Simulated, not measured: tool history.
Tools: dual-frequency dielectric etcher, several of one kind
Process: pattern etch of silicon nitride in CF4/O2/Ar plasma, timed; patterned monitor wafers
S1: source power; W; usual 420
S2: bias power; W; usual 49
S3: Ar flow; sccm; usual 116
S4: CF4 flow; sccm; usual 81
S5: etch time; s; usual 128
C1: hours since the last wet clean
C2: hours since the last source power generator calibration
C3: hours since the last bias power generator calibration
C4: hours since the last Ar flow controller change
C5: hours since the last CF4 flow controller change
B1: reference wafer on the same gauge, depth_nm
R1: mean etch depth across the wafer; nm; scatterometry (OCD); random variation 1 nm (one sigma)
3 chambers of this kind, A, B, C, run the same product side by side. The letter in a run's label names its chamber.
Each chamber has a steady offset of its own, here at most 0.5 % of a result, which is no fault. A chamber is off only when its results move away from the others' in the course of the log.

Run 1B, hour 6.9: usual settings; C1 42.1; C2 504.3; C3 504.3; C4 3023.5; C5 1429.0; B1 235.08. Result: R1 198.71 nm.
Run 2A, hour 12.6: usual settings; C1 64.5; C2 1654.4; C3 1892.9; C4 101.5; C5 3266.4; B1 235.10. Result: R1 200.96 nm.
Run 3C, hour 18.6: usual settings; C1 104.7; C2 2389.0; C3 4013.5; C4 2573.8; C5 543.1; B1 235.26. Result: R1 196.82 nm.
Run 4A, hour 29.9: usual settings; C1 81.8; C2 1671.7; C3 1910.2; C4 118.8; C5 3283.7; B1 235.18. Result: R1 198.42 nm.
Run 5C, hour 39.3: usual settings; C1 125.4; C2 2409.7; C3 4034.2; C4 2594.5; C5 563.8; B1 234.98. Result: R1 197.11 nm.
Run 6B, hour 48.3: usual settings; C1 83.5; C2 545.7; C3 545.7; C4 3064.9; C5 1470.4; B1 234.93. Result: R1 197.21 nm.
Run 7C, hour 59.7: usual settings; C1 145.8; C2 2430.1; C3 4054.6; C4 2614.9; C5 584.2; B1 235.25. Result: R1 195.26 nm.
Run 8B, hour 69.5: usual settings; C1 104.7; C2 566.9; C3 566.9; C4 3086.1; C5 1491.6; B1 235.01. Result: R1 197.94 nm.
Run 9A, hour 81.8: usual settings; C1 133.7; C2 1723.6; C3 1962.1; C4 170.7; C5 3335.6; B1 234.87. Result: R1 199.24 nm.
Run 10C, hour 92.5: usual settings; C1 178.6; C2 2462.9; C3 4087.4; C4 2647.7; C5 617.0; B1 235.08. Result: R1 198.77 nm.
Run 11A, hour 98.8: usual settings; C1 150.7; C2 1740.6; C3 1979.1; C4 187.7; C5 3352.6; B1 234.74. Result: R1 199.58 nm.
Run 12B, hour 110.9: usual settings; C1 146.1; C2 608.3; C3 608.3; C4 3127.5; C5 1533.0; B1 235.15. Result: R1 195.02 nm.
Run 13A, hour 119.1: usual settings; C1 171.0; C2 1760.9; C3 1999.4; C4 208.0; C5 3372.9; B1 234.60. Result: R1 199.51 nm.
At hour 121.8: chamber C: bias power generator calibrated.
Run 14B, hour 129.2: usual settings; C1 164.4; C2 626.6; C3 626.6; C4 3145.8; C5 1551.3; B1 235.09. Result: R1 196.15 nm.
Run 15C, hour 138.3: usual settings but S4 69 sccm; C1 224.4; C2 2508.7; C3 16.5; C4 2693.5; C5 662.8; B1 235.22. Result: R1 193.25 nm.
Run 16A, hour 146.8: usual settings but S4 69 sccm; C1 198.7; C2 1788.6; C3 2027.1; C4 235.7; C5 3400.6; B1 235.07. Result: R1 193.86 nm.
Run 17B, hour 154.1: usual settings but S4 69 sccm; C1 189.3; C2 651.5; C3 651.5; C4 3170.7; C5 1576.2; B1 235.08. Result: R1 192.76 nm.
Run 18C, hour 159.9: usual settings but S1 460 W, S2 44 W; C1 246.0; C2 2530.3; C3 38.1; C4 2715.1; C5 684.4; B1 235.04. Result: R1 207.49 nm.
Run 19B, hour 171.8: usual settings but S1 460 W, S2 44 W; C1 207.0; C2 669.2; C3 669.2; C4 3188.4; C5 1593.9; B1 235.19. Result: R1 207.85 nm.
Run 20A, hour 177.8: usual settings but S1 460 W, S2 44 W; C1 229.7; C2 1819.6; C3 2058.1; C4 266.7; C5 3431.6; B1 235.12. Result: R1 209.13 nm.
Run 21C, hour 186.8: usual settings; C1 272.9; C2 2557.2; C3 65.0; C4 2742.0; C5 711.3; B1 235.22. Result: R1 199.62 nm.
Run 22C, hour 193.5: usual settings; C1 279.6; C2 2563.9; C3 71.7; C4 2748.7; C5 718.0; B1 235.21. Result: R1 200.06 nm.
Run 23A, hour 205.0: usual settings; C1 256.9; C2 1846.8; C3 2085.3; C4 293.9; C5 3458.8; B1 234.81. Result: R1 197.98 nm.
At hour 207.8: chamber B: Ar flow controller replaced.
Run 24B, hour 216.1: usual settings; C1 251.3; C2 713.5; C3 713.5; C4 8.4; C5 1638.2; B1 235.08. Result: R1 197.94 nm.
Run 25A, hour 225.9: usual settings; C1 277.8; C2 1867.7; C3 2106.2; C4 314.8; C5 3479.7; B1 235.08. Result: R1 198.82 nm.
Run 26C, hour 234.2: usual settings but S2 45 W, S4 69 sccm; C1 320.3; C2 2604.6; C3 112.4; C4 2789.4; C5 758.7; B1 234.67. Result: R1 190.82 nm.
Run 27B, hour 244.4: usual settings but S2 45 W, S4 69 sccm; C1 279.6; C2 741.8; C3 741.8; C4 36.7; C5 1666.5; B1 235.03. Result: R1 187.26 nm.
Run 28B, hour 256.7: usual settings but S2 45 W, S4 69 sccm; C1 291.9; C2 754.1; C3 754.1; C4 49.0; C5 1678.8; B1 235.08. Result: R1 187.25 nm.
Run 29C, hour 267.6: usual settings; C1 353.7; C2 2638.0; C3 145.8; C4 2822.8; C5 792.1; B1 234.62. Result: R1 203.80 nm.
Run 30A, hour 278.7: usual settings; C1 330.6; C2 1920.5; C3 2159.0; C4 367.6; C5 3532.5; B1 234.86. Result: R1 197.81 nm.
At hour 285.6: chamber A: wet clean of the chamber.
Run 31A, hour 285.8: usual settings; C1 0.2; C2 1927.6; C3 2166.1; C4 374.7; C5 3539.6; B1 235.07. Result: R1 200.57 nm.
Run 32C, hour 296.4: usual settings; C1 382.5; C2 2666.8; C3 174.6; C4 2851.6; C5 820.9; B1 235.02. Result: R1 206.56 nm.
At hour 303.8: chamber B: wet clean of the chamber.
Run 33B, hour 305.5: usual settings but S2 45 W, S3 106 sccm; C1 1.7; C2 802.9; C3 802.9; C4 97.8; C5 1727.6; B1 235.22. Result: R1 193.65 nm.
Run 34C, hour 311.4: usual settings but S2 45 W, S3 106 sccm; C1 397.5; C2 2681.8; C3 189.6; C4 2866.6; C5 835.9; B1 235.03. Result: R1 202.60 nm.
Run 35B, hour 322.9: usual settings but S2 45 W, S3 106 sccm; C1 19.1; C2 820.3; C3 820.3; C4 115.2; C5 1745.0; B1 235.06. Result: R1 193.32 nm.
Run 36A, hour 331.8: usual settings but S3 106 sccm; C1 46.2; C2 1973.6; C3 2212.1; C4 420.7; C5 3585.6; B1 234.91. Result: R1 201.92 nm.
Run 37A, hour 341.9: usual settings but S3 106 sccm; C1 56.3; C2 1983.7; C3 2222.2; C4 430.8; C5 3595.7; B1 234.87. Result: R1 203.54 nm.

What goes on in this fleet: one chamber off, a drifting gauge, or nothing beyond the chambers' own small offsets? Name the chamber and the cause, if any.

Chamber C drifts away from the others.
Cause: etch rate over this chamber's usual, % = 4.99.
The log may not tell that from: source power that arrives over what is set, %.

Here are 4 candidates for chamber C's next run, each the usual settings with a change, their results left as question marks. Which one brings its results back in line with what the others give on the usual settings?
In line means no further than this from the other chambers' mean on the usual settings: R1 3.60 nm
Run 38C-1, hour 351.2: usual settings but S1 450 W, S2 51 W, S3 115 sccm. Result: R1 ?.
Run 38C-2, hour 351.2: usual settings but S2 44 W. Result: R1 ?.
Run 38C-3, hour 351.2: usual settings but S3 147 sccm, S4 59 sccm. Result: R1 ?.
Run 38C-4, hour 351.2: usual settings but S1 430 W, S5 131.5 s. Result: R1 ?.

The other chambers' mean on the usual settings: R1 198.58 nm
  run      R1
38C-1  224.18
38C-2  198.97
38C-3  191.63
38C-4  217.63
38C-2 brings the chamber back in line.

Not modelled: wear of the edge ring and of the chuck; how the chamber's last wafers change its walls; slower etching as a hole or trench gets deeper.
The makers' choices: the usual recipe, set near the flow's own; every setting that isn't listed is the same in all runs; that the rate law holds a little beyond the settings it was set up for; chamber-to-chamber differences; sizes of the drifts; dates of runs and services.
